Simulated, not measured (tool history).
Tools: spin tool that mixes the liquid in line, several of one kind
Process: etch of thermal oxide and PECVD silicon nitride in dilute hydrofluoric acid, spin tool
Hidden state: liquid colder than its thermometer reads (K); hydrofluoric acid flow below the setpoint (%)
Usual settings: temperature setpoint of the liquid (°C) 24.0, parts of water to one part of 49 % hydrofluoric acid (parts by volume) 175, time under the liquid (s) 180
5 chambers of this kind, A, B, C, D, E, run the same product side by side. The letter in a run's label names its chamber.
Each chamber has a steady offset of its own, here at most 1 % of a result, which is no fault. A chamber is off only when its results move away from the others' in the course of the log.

run   hour  temperature setpoint of the liquid (°C)  parts of water to one part of 49 % hydrofluoric acid (parts by volume)  time under the liquid (s)  hours since the thermometer was replaced  hours since the hydrofluoric acid flow meter was replaced  read-back film thickness of the thermal oxide reference wafer, read on the same gauge (nm)  read-back film thickness of the PECVD silicon nitride reference wafer, read on the same gauge (nm)  thickness taken off the thermal oxide on a monitor wafer (Å)  thickness taken off the PECVD silicon nitride on a monitor wafer (Å)
 1E   10.2                                     24.0                                                                     175                        180                                     647.9                                                     1235.3                                                                                      119.97                                                                                              79.968                                                        44.399                                                               17.1110
 2B   22.3                                     24.0                                                                     175                        180                                     661.7                                                     1439.1                                                                                      119.99                                                                                              79.989                                                        44.281                                                               17.4720
 3C   30.5                                     24.0                                                                     175                        180                                    1044.6                                                      914.0                                                                                      119.98                                                                                              79.977                                                        44.190                                                               17.8400
 4A   37.8                                     24.0                                                                     175                        180                                     702.6                                                     2126.9                                                                                      119.96                                                                                              79.986                                                        44.130                                                               16.9110
 5D   44.1                                     24.0                                                                     175                        180                                     346.1                                                      560.4                                                                                      119.96                                                                                              79.979                                                        44.667                                                               18.0290
 6C   53.5                                     24.0                                                                     175                        180                                    1067.6                                                      937.0                                                                                      119.98                                                                                              80.046                                                        44.383                                                               17.5710
 7E   58.7                                     24.0                                                                     175                        180                                     696.4                                                     1283.8                                                                                      119.97                                                                                              80.005                                                        45.202                                                               17.3450
 8D   64.4                                     24.0                                                                     175                        180                                     366.4                                                      580.7                                                                                      120.02                                                                                              79.996                                                        44.200                                                               17.2650
      75.7  -- chamber E: hydrofluoric acid flow meter replaced
 9A   76.1                                     24.0                                                                     175                        180                                     740.9                                                     2165.2                                                                                      119.98                                                                                              80.034                                                        43.896                                                               18.0950
10B   81.4                                     24.0                                                                     175                        180                                     720.8                                                     1498.2                                                                                      119.97                                                                                              79.997                                                        45.398                                                               17.6450
11C   91.9                                     24.0                                                                     175                        245                                    1106.0                                                      975.4                                                                                      119.98                                                                                              79.985                                                        60.033                                                               24.3040
12A   98.6                                     24.0                                                                     175                        245                                     763.4                                                     2187.7                                                                                      120.02                                                                                              80.001                                                        60.382                                                               23.5610
13D  106.2                                     24.0                                                                     175                        245                                     408.2                                                      622.5                                                                                      119.97                                                                                              80.011                                                        59.391                                                               22.9470
14B  117.8                                     24.0                                                                     175                        245                                     757.2                                                     1534.6                                                                                      120.01                                                                                              79.981                                                        61.149                                                               24.3850
15E  127.3                                     24.0                                                                     175                        245                                     765.0                                                       51.6                                                                                      120.00                                                                                              79.987                                                        60.732                                                               24.3410
16A  138.8                                     24.0                                                                     175                        180                                     803.6                                                     2227.9                                                                                      119.98                                                                                              79.987                                                        43.964                                                               17.0120
     141.2  -- chamber E: thermometer replaced
     145.0  -- chamber B: thermometer replaced
17E  147.6                                     24.0                                                                     175                        180                                       6.4                                                       71.9                                                                                      119.98                                                                                              80.018                                                        45.319                                                               18.2930
18C  157.5                                     24.0                                                                     175                        180                                    1171.6                                                     1041.0                                                                                      119.95                                                                                              80.006                                                        43.825                                                               17.6340
19B  167.4                                     24.0                                                                     175                        180                                      22.4                                                     1584.2                                                                                      119.97                                                                                              80.021                                                        44.257                                                               17.5750
20D  177.0                                     26.5                                                                     175                        120                                     479.0                                                      693.3                                                                                      120.01                                                                                              80.033                                                        30.944                                                               13.5350
21C  186.2                                     26.5                                                                     175                        120                                    1200.3                                                     1069.7                                                                                      120.02                                                                                              79.982                                                        32.455                                                               13.6150
22A  197.9                                     26.5                                                                     175                        120                                     862.7                                                     2287.0                                                                                      119.97                                                                                              80.021                                                        32.482                                                               13.6340
23E  208.0                                     26.5                                                                     175                        120                                      66.8                                                      132.3                                                                                      120.04                                                                                              79.997                                                        32.961                                                               14.2370
24B  216.2                                     26.5                                                                     175                        120                                      71.2                                                     1633.0                                                                                      120.04                                                                                              79.996                                                        33.373                                                               13.6210
25D  222.8                                     24.0                                                                     175                        180                                     524.8                                                      739.1                                                                                      119.96                                                                                              80.014                                                        41.818                                                               17.0400
26B  230.6                                     29.0                                                                     175                        180                                      85.6                                                     1647.4                                                                                      120.02                                                                                              79.967                                                        53.540                                                               23.6700
     237.3  -- chamber A: hydrofluoric acid flow meter replaced
27D  238.4                                     29.0                                                                     175                        180                                     540.4                                                      754.7                                                                                      119.97                                                                                              80.023                                                        49.816                                                               22.9380
28A  243.9                                     29.0                                                                     175                        180                                     908.7                                                        6.6                                                                                      120.01                                                                                              80.007                                                        52.697                                                               23.5090
29E  251.0                                     29.0                                                                     175                        180                                     109.8                                                      175.3                                                                                      120.02                                                                                              79.995                                                        54.409                                                               23.4790
30C  263.2                                     29.0                                                                     175                        180                                    1277.3                                                     1146.7                                                                                      120.00                                                                                              80.000                                                        53.645                                                               24.8520
31E  273.6                                     24.0                                                                     175                        180                                     132.4                                                      197.9                                                                                      119.99                                                                                              79.982                                                        44.606                                                               17.3800
32B  281.3                                     24.0                                                                     175                        180                                     136.3                                                     1698.1                                                                                      119.96                                                                                              79.971                                                        44.564                                                               18.3250
33D  290.2                                     24.0                                                                     175                        180                                     592.2                                                      806.5                                                                                      120.03                                                                                              79.994                                                        40.732                                                               16.7350
34C  301.7                                     24.0                                                                     175                        180                                    1315.8                                                     1185.2                                                                                      120.01                                                                                              80.018                                                        45.345                                                               17.6610
35A  310.3                                     24.0                                                                     175                        180                                     975.1                                                       73.0                                                                                      120.01                                                                                              80.007                                                        44.133                                                               17.0820
36A  316.7                                     24.0                                                                     175                        180                                     981.5                                                       79.4                                                                                      120.00                                                                                              80.014                                                        44.226                                                               17.8740
37E  322.0                                     24.0                                                                     175                        180                                     180.8                                                      246.3                                                                                      120.00                                                                                              80.021                                                        44.470                                                               17.3560
38D  329.3                                     24.0                                                                     175                        180                                     631.3                                                      845.6                                                                                      119.96                                                                                              80.002                                                        40.618                                                               16.2640
39B  336.5                                     24.0                                                                     175                        180                                     191.5                                                     1753.3                                                                                      120.04                                                                                              80.030                                                        44.550                                                               17.3470
40C  348.6                                     24.0                                                                     175                        180                                    1362.7                                                     1232.1                                                                                      120.02                                                                                              80.008                                                        44.479                                                               17.1130
41C  355.1                                     24.0                                                                     250                        140                                    1369.2                                                     1238.6                                                                                      120.01                                                                                              79.990                                                        22.443                                                                9.4477
42E  365.9                                     24.0                                                                     250                        140                                     224.7                                                      290.2                                                                                      120.02                                                                                              80.033                                                        22.466                                                                9.5052

Next, every chamber runs the same settings. What will each give?
43A  374.7                                     24.0                                                                     175                        180                                                                                                                                                                                                                                                                                                                                                                  ?                                                                     ?
43B  374.7                                     24.0                                                                     175                        180                                                                                                                                                                                                                                                                                                                                                                  ?                                                                     ?
43C  374.7                                     24.0                                                                     175                        180                                                                                                                                                                                                                                                                                                                                                                  ?                                                                     ?
43D  374.7                                     24.0                                                                     175                        180                                                                                                                                                                                                                                                                                                                                                                  ?                                                                     ?
43E  374.7                                     24.0                                                                     175                        180                                                                                                                                                                                                                                                                                                                                                                  ?                                                                     ?

run  thickness taken off the thermal oxide on a monitor wafer (Å)  thickness taken off the PECVD silicon nitride on a monitor wafer (Å)
43A                                                        44.540                                                               17.2050
43B                                                        45.078                                                               17.6920
43C                                                        43.946                                                               17.4940
43D                                                        39.424                                                               16.5120
43E                                                        44.324                                                               18.1450
